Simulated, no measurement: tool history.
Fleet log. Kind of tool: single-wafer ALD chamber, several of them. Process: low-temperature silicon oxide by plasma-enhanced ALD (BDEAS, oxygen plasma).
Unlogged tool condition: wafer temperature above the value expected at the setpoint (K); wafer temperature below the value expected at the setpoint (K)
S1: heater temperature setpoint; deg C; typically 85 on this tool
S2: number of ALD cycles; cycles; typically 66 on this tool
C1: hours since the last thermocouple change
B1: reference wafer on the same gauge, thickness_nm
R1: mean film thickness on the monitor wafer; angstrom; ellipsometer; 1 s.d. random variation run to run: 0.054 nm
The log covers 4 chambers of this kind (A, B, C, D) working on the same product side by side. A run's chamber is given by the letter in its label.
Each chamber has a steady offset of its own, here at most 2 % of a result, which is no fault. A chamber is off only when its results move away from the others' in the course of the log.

run   hour  S1  S2      C1      B1      R1
 1C    6.3  85  66   280.4  9.3773  100.73
 2D   14.2  85  66    77.4  9.3863  99.486
 3B   19.9  85  66   619.3  9.3986   99.29
 4A   24.9  85  66   930.1  9.3848  99.331
 5C   29.9  85  56     304  9.3721  85.318
 6D   34.6  85  56    97.8  9.3718  84.049
 7A   39.4  85  56   944.6  9.3761  84.952
 8B   43.3  85  56   642.7  9.3686  83.567
 9B   50.1  85  66   649.5  9.3769  98.469
10D   57.6  85  66   120.8  9.3785  99.584
11C   64.9  85  66     339  9.3732  101.48
12A   69.9  85  70   975.1  9.3788   105.5
13A   77.5  85  70   982.7  9.3818  106.12
14C     85  85  70   359.1  9.3736  106.81
15B   89.6  85  70     689  9.3856  104.52
16D   94.6  85  66   157.8  9.3954  99.411
17C   98.7  85  66   372.8  9.3824  100.92
18D  104.8  85  66     168  9.3725  99.235
19A  112.5  85  66  1017.7  9.3938  99.828
20B  117.1  85  62   716.5  9.3805  93.623
21B  121.5  85  62   720.9  9.3794  92.602
22A    128  85  62  1033.2   9.374  93.231
23D  134.9  85  62   198.1  9.3831  93.447
24C  142.6  73  79   416.7    9.37  124.62
25C  148.1  73  79   422.2  9.3728  125.54
26B  155.6  73  79     755  9.3814  123.39
27A  162.2  73  79  1067.4   9.362  124.44
28D  166.7  79  75   229.9  9.3703   114.5
29C  173.5  79  75   447.6  9.3814  116.02
30B  181.2  79  75   780.6  9.3714   113.6

The same settings go to every chamber for the next run, one line per chamber below. Forecast the results for each:
31A  187.3  85  66           ?
31B  187.3  85  66           ?
31C  187.3  85  66           ?
31D  187.3  85  66           ?

run      R1
31A  100.22
31B  99.145
31C  101.17
31D  98.996
